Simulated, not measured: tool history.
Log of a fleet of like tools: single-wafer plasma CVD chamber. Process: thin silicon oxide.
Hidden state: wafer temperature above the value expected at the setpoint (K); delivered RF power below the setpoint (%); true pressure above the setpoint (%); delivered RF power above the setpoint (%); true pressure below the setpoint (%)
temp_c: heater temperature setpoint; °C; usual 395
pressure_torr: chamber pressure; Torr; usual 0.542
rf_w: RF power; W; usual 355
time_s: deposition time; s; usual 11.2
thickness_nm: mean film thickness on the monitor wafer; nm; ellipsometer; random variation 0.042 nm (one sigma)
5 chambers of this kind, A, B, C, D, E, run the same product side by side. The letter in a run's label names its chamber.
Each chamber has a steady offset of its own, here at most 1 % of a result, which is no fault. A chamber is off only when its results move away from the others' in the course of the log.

run   hour  temp_c  pressure_torr  rf_w  time_s  hours since the last thermocouple change  hours since the last RF generator calibration  hours since the last manometer calibration  read-back reference wafer on the same gauge, thickness_nm  thickness_nm
 1C    2.4     395          0.542   355    11.2                                     187.3                                          629.5                                       933.1                                                     12.702        14.603
 2E    5.9     395          0.542   355    11.2                                    1446.1                                          575.9                                        1907                                                       12.7         14.69
 3B   10.9     395          0.542   355    11.2                                      1182                                           1305                                       171.2                                                     12.701        14.585
 4A   15.3     395          0.542   355    11.2                                     697.8                                          353.4                                      2216.3                                                     12.692        14.601
 5D   19.8     395          0.419   395    11.2                                    1329.6                                         1385.8                                       548.3                                                     12.702        11.377
 6E   21.9     395          0.419   395    11.2                                    1462.1                                          591.9                                        1923                                                     12.692        11.283
 7A   24.6     395          0.419   395    11.2                                     707.1                                          362.7                                      2225.6                                                     12.705        11.263
 8C   29.1     395          0.419   395    11.2                                       214                                          656.2                                       959.8                                                     12.698        11.233
 9D   33.5     395          0.419   395    11.2                                    1343.3                                         1399.5                                         562                                                     12.702        11.391
10B   36.2     395          0.542   355    11.2                                    1207.3                                         1330.3                                       196.5                                                     12.701        14.631
11B   39.4     395          0.542   355    11.2                                    1210.5                                         1333.5                                       199.7                                                     12.703        14.535
12E   43.8     395          0.542   355    11.2                                      1484                                          613.8                                      1944.9                                                     12.694        14.664
13D   46.6     395          0.542   355    11.2                                    1356.4                                         1412.6                                       575.1                                                     12.692        14.686
14A   50.1     395          0.542   355    11.2                                     732.6                                          388.2                                      2251.1                                                     12.701        14.637
15C   54.1     395          0.542   355    11.2                                       239                                          681.2                                       984.8                                                     12.704        14.414
16D   56.5     395          0.469   355    11.2                                    1366.3                                         1422.5                                         585                                                     12.705         12.54
17B   60.6     395          0.469   355    11.2                                    1231.7                                         1354.7                                       220.9                                                     12.707        12.366
18E   64.5     395          0.469   355    11.2                                    1504.7                                          634.5                                      1965.6                                                     12.695        12.587
19C   68.2     395          0.469   355    11.2                                     253.1                                          695.3                                       998.9                                                       12.7        12.249
      70.3  -- chamber A: capacitance manometer re-zeroed and calibrated
20A   71.5     395          0.469   355    11.2                                       754                                          409.6                                         1.3                                                     12.693        12.436
21D     76     395          0.542   355    11.2                                    1385.8                                           1442                                       604.5                                                     12.703        14.717
22A   78.3     395          0.641   355     9.4                                     760.8                                          416.4                                         8.1                                                       12.7        14.866
23E   81.2     395          0.641   355     9.4                                    1521.4                                          651.2                                      1982.3                                                     12.699        14.878
24B   83.8     395          0.641   355     9.4                                    1254.9                                         1377.9                                       244.1                                                     12.706        14.733
25C   87.9     395          0.641   355     9.4                                     272.8                                            715                                      1018.6                                                     12.703        14.279
26C   92.5     395          0.641   355     9.4                                     277.4                                          719.6                                      1023.2                                                     12.702         14.27
27A   95.7     395          0.542   355    11.2                                     778.2                                          433.8                                        25.5                                                     12.703        14.611
28E   98.9     407          0.542   335    11.2                                    1539.1                                          668.9                                        2000                                                      12.71        14.305
29B  103.3     407          0.542   335    11.2                                    1274.4                                         1397.4                                       263.6                                                     12.699         14.19
30D  105.5     407          0.542   335    11.2                                    1415.3                                         1471.5                                         634                                                     12.699        14.261
31E  107.9     407          0.542   335    11.2                                    1548.1                                          677.9                                        2009                                                     12.704        14.329

Next, every chamber runs the same settings. What will each give?
32A  111.6     395          0.542   355    11.2                                                                                                                                                                                                             ?
32B  111.6     395          0.542   355    11.2                                                                                                                                                                                                             ?
32C  111.6     395          0.542   355    11.2                                                                                                                                                                                                             ?
32D  111.6     395          0.542   355    11.2                                                                                                                                                                                                             ?
32E  111.6     395          0.542   355    11.2                                                                                                                                                                                                             ?

run  thickness_nm
32A        14.678
32B        14.589
32C         14.13
32D        14.723
32E        14.726

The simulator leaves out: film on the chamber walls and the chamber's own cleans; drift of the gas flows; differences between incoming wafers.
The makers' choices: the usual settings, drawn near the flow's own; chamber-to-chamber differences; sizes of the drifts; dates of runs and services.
